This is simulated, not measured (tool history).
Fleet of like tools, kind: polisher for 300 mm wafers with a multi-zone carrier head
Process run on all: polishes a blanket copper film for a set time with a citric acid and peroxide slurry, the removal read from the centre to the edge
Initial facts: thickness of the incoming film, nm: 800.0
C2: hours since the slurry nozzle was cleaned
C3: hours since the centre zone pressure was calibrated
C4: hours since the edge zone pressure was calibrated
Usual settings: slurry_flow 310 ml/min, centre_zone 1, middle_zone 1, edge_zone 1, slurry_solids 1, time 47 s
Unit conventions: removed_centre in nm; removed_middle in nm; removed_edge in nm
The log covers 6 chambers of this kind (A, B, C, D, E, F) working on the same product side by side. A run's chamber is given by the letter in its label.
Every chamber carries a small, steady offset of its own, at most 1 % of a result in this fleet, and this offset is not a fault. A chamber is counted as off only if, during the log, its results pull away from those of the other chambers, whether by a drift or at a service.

-- hour=3.2 chamber E: worn pad replaced by a new one
run 1A hour=7.1 | slurry_flow=310 centre_zone=1 middle_zone=1 edge_zone=1 slurry_solids=1 time=47 | wafers_polished_on_this_pad=600 C2=374.3 C3=173.8 C4=462.8 | removed_centre=102 removed_middle=103.04 removed_edge=101.14
run 2D hour=15.3 | slurry_flow=310 centre_zone=1 middle_zone=1 edge_zone=1 slurry_solids=1 time=47 | wafers_polished_on_this_pad=160 C2=143 C3=715.5 C4=937.9 | removed_centre=102.78 removed_middle=101.85 removed_edge=101.64
run 3F hour=29.1 | slurry_flow=310 centre_zone=1 middle_zone=1 edge_zone=1 slurry_solids=1 time=47 | wafers_polished_on_this_pad=1451 C2=530.8 C3=127.5 C4=272 | removed_centre=102.31 removed_middle=102.36 removed_edge=102.75
run 4E hour=38.9 | slurry_flow=310 centre_zone=1 middle_zone=1 edge_zone=1 slurry_solids=1 time=47 | wafers_polished_on_this_pad=220 C2=235.2 C3=1102.6 C4=501.2 | removed_centre=103.4 removed_middle=102.27 removed_edge=103.79
-- hour=43.3 chamber F: worn pad replaced by a new one
-- hour=46.4 chamber A: edge zone pressure recalibrated
-- hour=49.3 chamber B: worn pad replaced by a new one
run 5B hour=52.2 | slurry_flow=310 centre_zone=1 middle_zone=1 edge_zone=1 slurry_solids=1 time=47 | wafers_polished_on_this_pad=18 C2=66.1 C3=827.8 C4=393.5 | removed_centre=102.11 removed_middle=103.2 removed_edge=103.46
-- hour=54.6 chamber C: slurry nozzle cleaned
-- hour=65.2 chamber C: edge zone pressure recalibrated
run 6C hour=66 | slurry_flow=310 centre_zone=1 middle_zone=1 edge_zone=1 slurry_solids=1 time=47 | wafers_polished_on_this_pad=1253 C2=11.5 C3=150.7 C4=0.9 | removed_centre=103.39 removed_middle=103.4 removed_edge=104.17
run 7C hour=75.8 | slurry_flow=310 centre_zone=1 middle_zone=0.89 edge_zone=1 slurry_solids=1 time=47 | wafers_polished_on_this_pad=1313 C2=21.3 C3=160.5 C4=10.7 | removed_centre=103.65 removed_middle=93.583 removed_edge=103.45
-- hour=83.4 chamber E: centre zone pressure recalibrated
-- hour=86.8 chamber A: worn pad replaced by a new one
run 8D hour=86.9 | slurry_flow=310 centre_zone=1 middle_zone=0.89 edge_zone=1 slurry_solids=1 time=47 | wafers_polished_on_this_pad=602 C2=214.6 C3=787.1 C4=1009.5 | removed_centre=102.05 removed_middle=93.433 removed_edge=103.98
run 9E hour=96.4 | slurry_flow=310 centre_zone=1 middle_zone=0.89 edge_zone=1 slurry_solids=1 time=47 | wafers_polished_on_this_pad=575 C2=292.7 C3=13 C4=558.7 | removed_centre=102.44 removed_middle=91.038 removed_edge=102.59
-- hour=104.2 chamber D: slurry nozzle cleaned
run 10A hour=110 | slurry_flow=310 centre_zone=1 middle_zone=0.89 edge_zone=1 slurry_solids=1 time=47 | wafers_polished_on_this_pad=143 C2=477.2 C3=276.7 C4=63.6 | removed_centre=103.47 removed_middle=91.61 removed_edge=104.27
-- hour=117.6 chamber E: worn pad replaced by a new one
run 11B hour=118.7 | slurry_flow=310 centre_zone=1 middle_zone=0.89 edge_zone=1 slurry_solids=1 time=47 | wafers_polished_on_this_pad=429 C2=132.6 C3=894.3 C4=460 | removed_centre=102.37 removed_middle=91.758 removed_edge=104.39
run 12F hour=129.6 | slurry_flow=310 centre_zone=1 middle_zone=0.89 edge_zone=1 slurry_solids=1 time=47 | wafers_polished_on_this_pad=533 C2=631.3 C3=228 C4=372.5 | removed_centre=102.09 removed_middle=92.681 removed_edge=103.83
run 13A hour=141.7 | slurry_flow=310 centre_zone=1 middle_zone=1 edge_zone=1 slurry_solids=1 time=47 | wafers_polished_on_this_pad=339 C2=508.9 C3=308.4 C4=95.3 | removed_centre=103.76 removed_middle=101.81 removed_edge=104.15
run 14E hour=149.4 | slurry_flow=310 centre_zone=1 middle_zone=1 edge_zone=1 slurry_solids=1 time=47 | wafers_polished_on_this_pad=197 C2=345.7 C3=66 C4=611.7 | removed_centre=102.66 removed_middle=103.33 removed_edge=103.4
run 15B hour=163.5 | slurry_flow=310 centre_zone=1 middle_zone=1 edge_zone=1 slurry_solids=1 time=47 | wafers_polished_on_this_pad=705 C2=177.4 C3=939.1 C4=504.8 | removed_centre=105.51 removed_middle=102.18 removed_edge=101.35
-- hour=166.6 chamber D: worn pad replaced by a new one
run 16F hour=172.4 | slurry_flow=310 centre_zone=1 middle_zone=1 edge_zone=1 slurry_solids=1 time=47 | wafers_polished_on_this_pad=797 C2=674.1 C3=270.8 C4=415.3 | removed_centre=102.28 removed_middle=102.17 removed_edge=102.23
-- hour=181.4 chamber B: worn pad replaced by a new one
run 17C hour=181.8 | slurry_flow=310 centre_zone=1 middle_zone=1 edge_zone=1 slurry_solids=1 time=47 | wafers_polished_on_this_pad=1968 C2=127.3 C3=266.5 C4=116.7 | removed_centre=100.5 removed_middle=101.16 removed_edge=101.56
-- hour=189.4 chamber D: edge zone pressure recalibrated
run 18D hour=195.6 | slurry_flow=310 centre_zone=1 middle_zone=1 edge_zone=1 slurry_solids=1 time=47 | wafers_polished_on_this_pad=179 C2=91.4 C3=895.8 C4=6.3 | removed_centre=101.79 removed_middle=102.78 removed_edge=103.26
run 19C hour=204 | slurry_flow=310 centre_zone=1 middle_zone=1 edge_zone=1 slurry_solids=1 time=47 | wafers_polished_on_this_pad=2105 C2=149.5 C3=288.7 C4=138.9 | removed_centre=103.13 removed_middle=102.14 removed_edge=100.41
run 20F hour=210.8 | slurry_flow=310 centre_zone=1 middle_zone=1 edge_zone=1 slurry_solids=1 time=47 | wafers_polished_on_this_pad=1034 C2=712.5 C3=309.2 C4=453.7 | removed_centre=104.04 removed_middle=102.03 removed_edge=100.8
-- hour=217.1 chamber E: worn pad replaced by a new one
run 21E hour=219.5 | slurry_flow=310 centre_zone=1 middle_zone=1 edge_zone=1 slurry_solids=1 time=47 | wafers_polished_on_this_pad=15 C2=415.8 C3=136.1 C4=681.8 | removed_centre=102.84 removed_middle=104.96 removed_edge=103.65
-- hour=228.4 chamber B: centre zone pressure recalibrated
run 22D hour=231.2 | slurry_flow=310 centre_zone=1 middle_zone=1 edge_zone=1 slurry_solids=1 time=47 | wafers_polished_on_this_pad=399 C2=127 C3=931.4 C4=41.9 | removed_centre=101 removed_middle=102.91 removed_edge=103.19
run 23A hour=240.9 | slurry_flow=310 centre_zone=1 middle_zone=1 edge_zone=1 slurry_solids=1 time=47 | wafers_polished_on_this_pad=952 C2=608.1 C3=407.6 C4=194.5 | removed_centre=102.54 removed_middle=101.9 removed_edge=104.61
run 24B hour=249.7 | slurry_flow=310 centre_zone=1 middle_zone=1 edge_zone=1 slurry_solids=1 time=47 | wafers_polished_on_this_pad=422 C2=263.6 C3=21.4 C4=591 | removed_centre=104.2 removed_middle=102.76 removed_edge=103.64
run 25E hour=263.4 | slurry_flow=310 centre_zone=1 middle_zone=1 edge_zone=1 slurry_solids=1 time=47 | wafers_polished_on_this_pad=286 C2=459.7 C3=180 C4=725.7 | removed_centre=102.43 removed_middle=103.57 removed_edge=103.19
-- hour=264.8 chamber B: edge zone pressure recalibrated
-- hour=270.5 chamber F: slurry nozzle cleaned
-- hour=271.7 chamber A: slurry nozzle cleaned
run 26C hour=275.8 | slurry_flow=310 centre_zone=1 middle_zone=1 edge_zone=0.92 slurry_solids=1 time=59 | wafers_polished_on_this_pad=2549 C2=221.3 C3=360.5 C4=210.7 | removed_centre=122.75 removed_middle=123.63 removed_edge=118.37
run 27A hour=285.5 | slurry_flow=310 centre_zone=1 middle_zone=1 edge_zone=0.92 slurry_solids=1 time=59 | wafers_polished_on_this_pad=1228 C2=13.8 C3=452.2 C4=239.1 | removed_centre=128.79 removed_middle=127.62 removed_edge=123.81
-- hour=287.1 chamber A: worn pad replaced by a new one
run 28B hour=298.2 | slurry_flow=310 centre_zone=1 middle_zone=1 edge_zone=0.92 slurry_solids=1 time=59 | wafers_polished_on_this_pad=722 C2=312.1 C3=69.9 C4=33.4 | removed_centre=127.98 removed_middle=129.62 removed_edge=123.55
-- hour=303.4 chamber F: worn pad replaced by a new one
run 29F hour=312.9 | slurry_flow=310 centre_zone=1 middle_zone=1 edge_zone=0.92 slurry_solids=1 time=59 | wafers_polished_on_this_pad=59 C2=42.5 C3=411.3 C4=555.8 | removed_centre=132.24 removed_middle=130.75 removed_edge=123.3
-- hour=314.3 chamber B: worn pad replaced by a new one
-- hour=317.2 chamber D: centre zone pressure recalibrated
-- hour=325 chamber E: worn pad replaced by a new one
-- hour=325.2 chamber E: edge zone pressure recalibrated
run 30D hour=328.1 | slurry_flow=310 centre_zone=1 middle_zone=1 edge_zone=0.92 slurry_solids=1 time=59 | wafers_polished_on_this_pad=998 C2=223.9 C3=11 C4=138.8 | removed_centre=126.22 removed_middle=129.45 removed_edge=122.41
-- hour=332.8 chamber D: slurry nozzle cleaned
run 31C hour=340.1 | slurry_flow=310 centre_zone=1 middle_zone=1 edge_zone=0.92 slurry_solids=1 time=59 | wafers_polished_on_this_pad=2946 C2=285.6 C3=424.8 C4=275 | removed_centre=119.82 removed_middle=121.32 removed_edge=115.45
run 32E hour=347.3 | slurry_flow=310 centre_zone=1 middle_zone=1 edge_zone=1 slurry_solids=1 time=47 | wafers_polished_on_this_pad=138 C2=543.6 C3=263.9 C4=22.2 | removed_centre=103.48 removed_middle=102.61 removed_edge=103.18
run 33D hour=359.9 | slurry_flow=310 centre_zone=1 middle_zone=1 edge_zone=1 slurry_solids=1 time=47 | wafers_polished_on_this_pad=1194 C2=27.1 C3=42.8 C4=170.6 | removed_centre=102.75 removed_middle=102.76 removed_edge=102.39
-- hour=362.6 chamber D: worn pad replaced by a new one
run 34A hour=373 | slurry_flow=310 centre_zone=1 middle_zone=1 edge_zone=0.96 slurry_solids=1 time=58 | wafers_polished_on_this_pad=531 C2=101.3 C3=539.7 C4=326.6 | removed_centre=128.99 removed_middle=126.03 removed_edge=124.93
run 35B hour=382.9 | slurry_flow=310 centre_zone=1 middle_zone=1 edge_zone=0.96 slurry_solids=1 time=58 | wafers_polished_on_this_pad=424 C2=396.8 C3=154.6 C4=118.1 | removed_centre=129.08 removed_middle=126.86 removed_edge=126.24
run 36F hour=396.1 | slurry_flow=310 centre_zone=1 middle_zone=1 edge_zone=0.96 slurry_solids=1 time=58 | wafers_polished_on_this_pad=573 C2=125.7 C3=494.5 C4=639 | removed_centre=128.59 removed_middle=126.92 removed_edge=123.78
run 37A hour=403.7 | slurry_flow=310 centre_zone=1 middle_zone=1 edge_zone=0.96 slurry_solids=1 time=58 | wafers_polished_on_this_pad=720 C2=132 C3=570.4 C4=357.3 | removed_centre=127.79 removed_middle=126.85 removed_edge=123.29
run 38E hour=417.9 | slurry_flow=310 centre_zone=1 middle_zone=1 edge_zone=0.96 slurry_solids=1 time=58 | wafers_polished_on_this_pad=574 C2=614.2 C3=334.5 C4=92.8 | removed_centre=126.94 removed_middle=125.23 removed_edge=122.86
-- hour=423 chamber B: slurry nozzle cleaned
run 39B hour=432.1 | slurry_flow=310 centre_zone=1 middle_zone=1 edge_zone=0.96 slurry_solids=1 time=58 | wafers_polished_on_this_pad=728 C2=9.2 C3=203.8 C4=167.3 | removed_centre=128.41 removed_middle=127.27 removed_edge=125.68
run 40D hour=447.1 | slurry_flow=245 centre_zone=1 middle_zone=1 edge_zone=1.05 slurry_solids=1 time=47 | wafers_polished_on_this_pad=522 C2=114.3 C3=130 C4=257.8 | removed_centre=99.242 removed_middle=99.529 removed_edge=103.34

Read the log: is a single chamber off, either drifting away or since a service, is the gauge that measures every chamber drifting, or is nothing wrong beyond small per-chamber offsets? Name any odd chamber and what most likely caused it.

One chamber, C, drifts off from the rest bit by bit.
What lies behind it: removal rate lost through wear of the pad, % = 11.6.

Which of the 4 candidates below, each the usual settings with something changed and its results left as question marks, puts chamber C back in line with what the other chambers give on the usual settings?
Counts as in line when no further than this from what the other chambers average on the usual settings: removed_centre 3.5 nm; removed_middle 2.8 nm; removed_edge 3.1 nm
run 41C-1 hour=458.2 | slurry_flow=315 centre_zone=1.01 middle_zone=1 edge_zone=1 slurry_solids=1 time=53 | removed_centre=? removed_middle=? removed_edge=?
run 41C-2 hour=458.2 | slurry_flow=310 centre_zone=1 middle_zone=1 edge_zone=1 slurry_solids=1 time=45 | removed_centre=? removed_middle=? removed_edge=?
run 41C-3 hour=458.2 | slurry_flow=310 centre_zone=1 middle_zone=1 edge_zone=1 slurry_solids=1 time=49 | removed_centre=? removed_middle=? removed_edge=?
run 41C-4 hour=458.2 | slurry_flow=305 centre_zone=0.99 middle_zone=1 edge_zone=1 slurry_solids=1 time=42 | removed_centre=? removed_middle=? removed_edge=?

Usual-settings mean across the other chambers: removed_centre 102.9 nm; removed_middle 102.69 nm; removed_edge 102.61 nm
run=41C-1 removed_centre=103.94 removed_middle=103.38 removed_edge=103.62
run=41C-2 removed_centre=87.164 removed_middle=87.648 removed_edge=87.874
run=41C-3 removed_centre=94.912 removed_middle=95.439 removed_edge=95.685
run=41C-4 removed_centre=80.336 removed_middle=81.68 removed_edge=81.917
It is 41C-1 that realigns the chamber with its peers.

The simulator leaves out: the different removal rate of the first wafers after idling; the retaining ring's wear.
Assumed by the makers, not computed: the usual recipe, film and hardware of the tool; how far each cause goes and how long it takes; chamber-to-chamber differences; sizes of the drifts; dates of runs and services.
